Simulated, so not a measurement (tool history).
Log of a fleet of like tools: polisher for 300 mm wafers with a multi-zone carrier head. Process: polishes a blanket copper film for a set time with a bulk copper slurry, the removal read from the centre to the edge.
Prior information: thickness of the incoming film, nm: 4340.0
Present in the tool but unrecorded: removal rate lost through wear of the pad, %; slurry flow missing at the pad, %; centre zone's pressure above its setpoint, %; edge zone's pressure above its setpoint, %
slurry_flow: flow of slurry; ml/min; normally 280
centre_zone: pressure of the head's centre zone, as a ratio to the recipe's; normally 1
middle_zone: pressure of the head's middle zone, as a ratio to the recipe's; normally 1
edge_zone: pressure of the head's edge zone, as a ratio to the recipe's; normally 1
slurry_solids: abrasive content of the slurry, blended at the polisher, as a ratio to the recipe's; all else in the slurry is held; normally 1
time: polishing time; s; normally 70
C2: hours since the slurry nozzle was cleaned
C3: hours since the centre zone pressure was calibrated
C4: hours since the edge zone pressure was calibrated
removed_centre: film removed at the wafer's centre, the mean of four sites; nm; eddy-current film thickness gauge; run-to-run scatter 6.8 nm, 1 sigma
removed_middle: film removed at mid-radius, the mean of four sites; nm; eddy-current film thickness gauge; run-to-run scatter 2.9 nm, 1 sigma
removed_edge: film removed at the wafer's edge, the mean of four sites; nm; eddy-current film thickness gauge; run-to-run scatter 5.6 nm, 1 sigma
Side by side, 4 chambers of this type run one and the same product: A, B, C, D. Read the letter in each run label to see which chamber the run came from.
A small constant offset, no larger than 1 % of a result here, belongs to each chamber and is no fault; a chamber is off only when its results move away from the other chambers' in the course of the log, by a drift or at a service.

run 1C day=0.288 | slurry_flow=280 centre_zone=1 middle_zone=1 edge_zone=1 slurry_solids=1 time=70 | wafers_polished_on_this_pad=580 C2=118.9 C3=270.5 C4=677.0 | removed_centre=479.89 removed_middle=471.03 removed_edge=456.97
run 2D day=0.783 | slurry_flow=280 centre_zone=1 middle_zone=1 edge_zone=1 slurry_solids=1 time=70 | wafers_polished_on_this_pad=352 C2=365.0 C3=693.1 C4=991.3 | removed_centre=456.06 removed_middle=466.32 removed_edge=467.88
run 3A day=1.200 | slurry_flow=280 centre_zone=1 middle_zone=1 edge_zone=1 slurry_solids=1 time=70 | wafers_polished_on_this_pad=439 C2=475.8 C3=1029.5 C4=327.3 | removed_centre=463.50 removed_middle=466.79 removed_edge=477.53
run 4B day=1.758 | slurry_flow=280 centre_zone=1 middle_zone=1 edge_zone=1 slurry_solids=1 time=70 | wafers_polished_on_this_pad=670 C2=253.7 C3=111.9 C4=473.9 | removed_centre=472.31 removed_middle=461.95 removed_edge=464.84
-- day=1.875 chamber D: slurry nozzle cleaned
run 5C day=2.225 | slurry_flow=280 centre_zone=1 middle_zone=1 edge_zone=1 slurry_solids=1 time=70 | wafers_polished_on_this_pad=847 C2=165.4 C3=317.0 C4=723.5 | removed_centre=479.55 removed_middle=470.63 removed_edge=465.69
run 6A day=2.654 | slurry_flow=280 centre_zone=1 middle_zone=1 edge_zone=1 slurry_solids=1 time=70 | wafers_polished_on_this_pad=639 C2=510.7 C3=1064.4 C4=362.2 | removed_centre=477.93 removed_middle=468.18 removed_edge=467.12
run 7D day=2.921 | slurry_flow=280 centre_zone=1 middle_zone=1 edge_zone=1 slurry_solids=1 time=70 | wafers_polished_on_this_pad=647 C2=25.1 C3=744.4 C4=1042.6 | removed_centre=461.21 removed_middle=471.35 removed_edge=467.48
-- day=3.038 chamber A: slurry nozzle cleaned
run 8B day=3.254 | slurry_flow=280 centre_zone=1 middle_zone=1 edge_zone=1 slurry_solids=1 time=70 | wafers_polished_on_this_pad=876 C2=289.6 C3=147.8 C4=509.8 | removed_centre=459.46 removed_middle=460.21 removed_edge=464.66
run 9B day=3.554 | slurry_flow=280 centre_zone=1 middle_zone=1 edge_zone=1 slurry_solids=1 time=70 | wafers_polished_on_this_pad=918 C2=296.8 C3=155.0 C4=517.0 | removed_centre=472.92 removed_middle=463.83 removed_edge=465.02
-- day=3.579 chamber D: worn pad replaced by a new one
run 10C day=4.029 | slurry_flow=280 centre_zone=1 middle_zone=1 edge_zone=1 slurry_solids=1 time=70 | wafers_polished_on_this_pad=1095 C2=208.7 C3=360.3 C4=766.8 | removed_centre=473.16 removed_middle=468.62 removed_edge=469.84
run 11A day=4.333 | slurry_flow=280 centre_zone=1 middle_zone=1 edge_zone=1 slurry_solids=1 time=70 | wafers_polished_on_this_pad=870 C2=31.1 C3=1104.7 C4=402.5 | removed_centre=467.00 removed_middle=465.14 removed_edge=464.03
-- day=4.408 chamber B: worn pad replaced by a new one
-- day=4.671 chamber C: centre zone pressure recalibrated
run 12D day=4.708 | slurry_flow=330 centre_zone=1 middle_zone=1 edge_zone=1 slurry_solids=1 time=70 | wafers_polished_on_this_pad=155 C2=68.0 C3=787.3 C4=1085.5 | removed_centre=483.08 removed_middle=477.33 removed_edge=473.32
run 13C day=5.012 | slurry_flow=330 centre_zone=1 middle_zone=1 edge_zone=1 slurry_solids=1 time=70 | wafers_polished_on_this_pad=1231 C2=232.3 C3=8.2 C4=790.4 | removed_centre=471.03 removed_middle=463.90 removed_edge=464.67
run 14B day=5.333 | slurry_flow=330 centre_zone=1 middle_zone=1 edge_zone=1 slurry_solids=1 time=70 | wafers_polished_on_this_pad=127 C2=339.5 C3=197.7 C4=559.7 | removed_centre=485.87 removed_middle=475.85 removed_edge=463.20
run 15D day=5.600 | slurry_flow=330 centre_zone=1 middle_zone=1 edge_zone=1 slurry_solids=1 time=70 | wafers_polished_on_this_pad=278 C2=89.4 C3=808.7 C4=1106.9 | removed_centre=475.62 removed_middle=482.40 removed_edge=483.60
-- day=5.792 chamber B: slurry nozzle cleaned
run 16A day=5.867 | slurry_flow=280 centre_zone=1 middle_zone=1 edge_zone=1 slurry_solids=1 time=70 | wafers_polished_on_this_pad=1081 C2=67.9 C3=1141.5 C4=439.3 | removed_centre=464.39 removed_middle=465.54 removed_edge=472.16
run 17B day=6.417 | slurry_flow=280 centre_zone=1 middle_zone=1 edge_zone=1 slurry_solids=1 time=70 | wafers_polished_on_this_pad=276 C2=15.0 C3=223.7 C4=585.7 | removed_centre=473.25 removed_middle=464.03 removed_edge=463.33
run 18A day=6.779 | slurry_flow=280 centre_zone=1 middle_zone=1 edge_zone=1 slurry_solids=1 time=70 | wafers_polished_on_this_pad=1207 C2=89.8 C3=1163.4 C4=461.2 | removed_centre=472.35 removed_middle=469.29 removed_edge=473.95
-- day=7.046 chamber C: slurry nozzle cleaned
-- day=7.279 chamber D: edge zone pressure recalibrated
run 19D day=7.279 | slurry_flow=280 centre_zone=1 middle_zone=1 edge_zone=1 slurry_solids=1 time=70 | wafers_polished_on_this_pad=509 C2=129.7 C3=849.0 C4=0.0 | removed_centre=463.30 removed_middle=468.18 removed_edge=471.70
run 20C day=7.671 | slurry_flow=280 centre_zone=1 middle_zone=1 edge_zone=1 slurry_solids=1 time=70 | wafers_polished_on_this_pad=1597 C2=15.1 C3=72.0 C4=854.2 | removed_centre=442.64 removed_middle=437.86 removed_edge=450.62
run 21B day=8.092 | slurry_flow=315 centre_zone=1 middle_zone=1 edge_zone=1 slurry_solids=1 time=70 | wafers_polished_on_this_pad=507 C2=55.2 C3=263.9 C4=625.9 | removed_centre=484.22 removed_middle=473.15 removed_edge=477.98
run 22D day=8.379 | slurry_flow=315 centre_zone=1 middle_zone=1 edge_zone=1 slurry_solids=1 time=70 | wafers_polished_on_this_pad=661 C2=156.1 C3=875.4 C4=26.4 | removed_centre=463.97 removed_middle=473.27 removed_edge=483.50
-- day=8.967 chamber A: worn pad replaced by a new one
run 23A day=8.975 | slurry_flow=315 centre_zone=1 middle_zone=1 edge_zone=1 slurry_solids=1 time=70 | wafers_polished_on_this_pad=1 C2=142.5 C3=1216.1 C4=513.9 | removed_centre=474.82 removed_middle=473.07 removed_edge=480.63
-- day=9.392 chamber D: worn pad replaced by a new one
run 24C day=9.446 | slurry_flow=315 centre_zone=1 middle_zone=1 edge_zone=1 slurry_solids=1 time=70 | wafers_polished_on_this_pad=1841 C2=57.7 C3=114.6 C4=896.8 | removed_centre=435.80 removed_middle=442.25 removed_edge=433.66
run 25D day=10.054 | slurry_flow=280 centre_zone=1 middle_zone=1 edge_zone=1 slurry_solids=1 time=70 | wafers_polished_on_this_pad=91 C2=196.3 C3=915.6 C4=66.6 | removed_centre=462.53 removed_middle=468.59 removed_edge=480.41
run 26B day=10.488 | slurry_flow=280 centre_zone=1 middle_zone=1 edge_zone=1 slurry_solids=1 time=70 | wafers_polished_on_this_pad=836 C2=112.7 C3=321.4 C4=683.4 | removed_centre=461.84 removed_middle=468.42 removed_edge=458.48
run 27A day=10.979 | slurry_flow=280 centre_zone=1 middle_zone=1 edge_zone=1 slurry_solids=1 time=70 | wafers_polished_on_this_pad=277 C2=190.6 C3=1264.2 C4=562.0 | removed_centre=468.70 removed_middle=466.09 removed_edge=462.91
run 28C day=11.462 | slurry_flow=325 centre_zone=1 middle_zone=1 edge_zone=1 slurry_solids=1 time=70 | wafers_polished_on_this_pad=2119 C2=106.1 C3=163.0 C4=945.2 | removed_centre=427.20 removed_middle=425.33 removed_edge=421.22
run 29C day=11.838 | slurry_flow=325 centre_zone=1 middle_zone=1 edge_zone=1 slurry_solids=1 time=70 | wafers_polished_on_this_pad=2170 C2=115.1 C3=172.0 C4=954.2 | removed_centre=432.63 removed_middle=427.19 removed_edge=409.46

What goes on in this fleet: one chamber off, a drifting gauge, or nothing beyond the chambers' own small offsets? Name the chamber and the cause, if any.

Chamber C drifts away from the others.
Cause: removal rate lost through wear of the pad, % = 11.6.

Below are 4 candidate recipes for chamber C's next run, each the usual settings with a change, their results shown as question marks. Which of them brings C's results back in line with what the other chambers give on the usual settings?
In-line tolerance around the mean of the other chambers on the usual settings: removed_centre 24.00 nm; removed_middle 10.00 nm; removed_edge 19.00 nm
run 30C-1 day=12.271 | slurry_flow=275 centre_zone=1 middle_zone=1 edge_zone=0.99 slurry_solids=0.95 time=58 | removed_centre=? removed_middle=? removed_edge=?
run 30C-2 day=12.271 | slurry_flow=285 centre_zone=1 middle_zone=1 edge_zone=1.02 slurry_solids=1.05 time=84 | removed_centre=? removed_middle=? removed_edge=?
run 30C-3 day=12.271 | slurry_flow=285 centre_zone=1 middle_zone=1 edge_zone=1.01 slurry_solids=1.00 time=79 | removed_centre=? removed_middle=? removed_edge=?
run 30C-4 day=12.271 | slurry_flow=275 centre_zone=1 middle_zone=1 edge_zone=0.99 slurry_solids=1.00 time=62 | removed_centre=? removed_middle=? removed_edge=?

Usual-settings mean across the other chambers: removed_centre 466.28 nm; removed_middle 465.92 nm; removed_edge 466.69 nm
run=30C-1 removed_centre=339.11 removed_middle=339.07 removed_edge=333.62
run=30C-2 removed_centre=504.12 removed_middle=503.84 removed_edge=503.10
run=30C-3 removed_centre=469.06 removed_middle=468.80 removed_edge=465.69
run=30C-4 removed_centre=366.59 removed_middle=366.55 removed_edge=360.65
30C-3 puts the chamber back in line with the other chambers.
